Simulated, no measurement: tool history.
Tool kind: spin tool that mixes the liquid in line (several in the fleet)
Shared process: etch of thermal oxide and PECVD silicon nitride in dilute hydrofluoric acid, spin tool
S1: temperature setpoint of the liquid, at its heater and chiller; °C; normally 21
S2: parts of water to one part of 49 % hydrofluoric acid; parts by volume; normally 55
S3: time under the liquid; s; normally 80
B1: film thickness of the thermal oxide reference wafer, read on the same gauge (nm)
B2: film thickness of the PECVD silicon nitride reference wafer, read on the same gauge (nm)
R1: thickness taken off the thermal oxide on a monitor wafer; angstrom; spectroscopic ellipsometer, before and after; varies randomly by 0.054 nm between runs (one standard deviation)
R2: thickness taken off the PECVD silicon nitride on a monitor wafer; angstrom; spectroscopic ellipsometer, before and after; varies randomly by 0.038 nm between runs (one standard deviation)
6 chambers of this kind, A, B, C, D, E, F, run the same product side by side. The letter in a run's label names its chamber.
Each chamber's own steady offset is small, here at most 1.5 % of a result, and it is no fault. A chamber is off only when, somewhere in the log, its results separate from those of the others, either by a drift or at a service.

run	hour	S1	S2	S3	B1	B2	R1	R2
1E	8.9	21	55	80	110.01	150	60.654	42.339
2D	19.4	21	55	80	110.03	150	60.736	41.534
3A	30.1	21	55	80	109.98	150	59.87	41.363
4C	38.2	21	55	80	109.97	150	61.594	42.34
5F	52.7	21	55	80	109.93	150.02	60.968	42.803
# hour 54.8: chamber E: thermometer replaced
6B	66.2	21	55	80	110.02	149.99	61.297	42.07
7B	77.5	21	55	80	110.01	149.99	60.969	42.4
8C	88.7	21	55	80	110	150.02	61.923	42.98
9E	97.6	17	55	80	110	150.01	50.964	31.905
10A	105.6	17	55	80	110.03	150	50.657	31.251
11D	113.3	17	55	80	109.98	149.97	50.903	31.641
# hour 118.7: chamber C: hydrofluoric acid flow meter replaced
12F	127.5	17	55	80	109.96	149.98	52.457	32.047
13C	142.2	17	55	80	110.02	149.99	50.863	32.945
# hour 154.6: chamber B: thermometer replaced
14A	156.2	17	55	80	109.99	149.99	51.065	31.727
15E	163.7	21	55	80	109.99	150.01	60.365	42.345
# hour 167: chamber D: thermometer replaced
16F	174.8	23	35	80	109.98	150	106.87	75.484
17B	185.9	23	35	80	110.02	150	106.48	73.268
18D	195.3	23	35	80	109.98	149.99	106.97	75.92
19C	208.7	23	35	80	110.03	150	107.66	76.348
20B	216.3	23	35	80	110.03	150	105.75	74.123
21F	228.2	23	35	80	110.02	150.02	107.4	75.335
22E	238.2	26	55	55	109.97	150.02	51.638	41.031
23A	251.7	26	55	55	110.02	150.01	52.012	40.111
24D	262.5	26	55	55	109.95	150.01	51.911	40.928
25E	272.9	26	55	55	109.94	150	51.213	41.214
26B	279.7	26	55	55	110.03	149.99	51.493	39.799
27C	286.2	26	55	55	109.97	150	50.515	40.591
28D	298.6	21	55	80	110.01	150.01	60.711	42.046
29A	306.3	21	55	80	110	150.01	59.239	41.584
30F	313.9	21	55	80	110.06	150.01	61.66	42.538
31C	325.5	21	55	80	109.97	149.98	61.673	42.394
32E	334.9	21	55	80	109.99	150.02	61.23	42.509
# hour 342.8: chamber B: hydrofluoric acid flow meter replaced
33B	344.1	21	55	80	110.04	150	60.464	41.473
34D	352.4	21	55	80	110	150.01	60.483	42.497
# hour 352.5: chamber A: thermometer replaced
35A	364.3	21	55	80	110	150.02	61.027	42.321
36F	373.6	21	55	80	110.02	150.02	62.309	42.063
37F	385.9	21	55	80	110.06	149.99	61.011	42.853
38C	393	21	55	80	109.99	150.01	61.329	42.743
39E	404.7	21	55	80	109.97	149.99	61.094	41.977
40D	414	21	55	80	110	150	60.641	41.92
41B	425.3	21	55	80	110.01	150	60.763	41.349
42A	435.7	21	55	80	109.95	149.99	59.848	42
43C	444.9	21	55	80	109.99	150.01	61.048	42.734

Each of the 6 chambers runs these same settings next. Fill in every chamber's results:
44A	455.5	21	55	80			?	?
44B	455.5	21	55	80			?	?
44C	455.5	21	55	80			?	?
44D	455.5	21	55	80			?	?
44E	455.5	21	55	80			?	?
44F	455.5	21	55	80			?	?

run	R1	R2
44A	60.728	42.291
44B	60.78	41.846
44C	60.269	42.454
44D	60.866	42.352
44E	61.468	41.941
44F	62.397	41.858
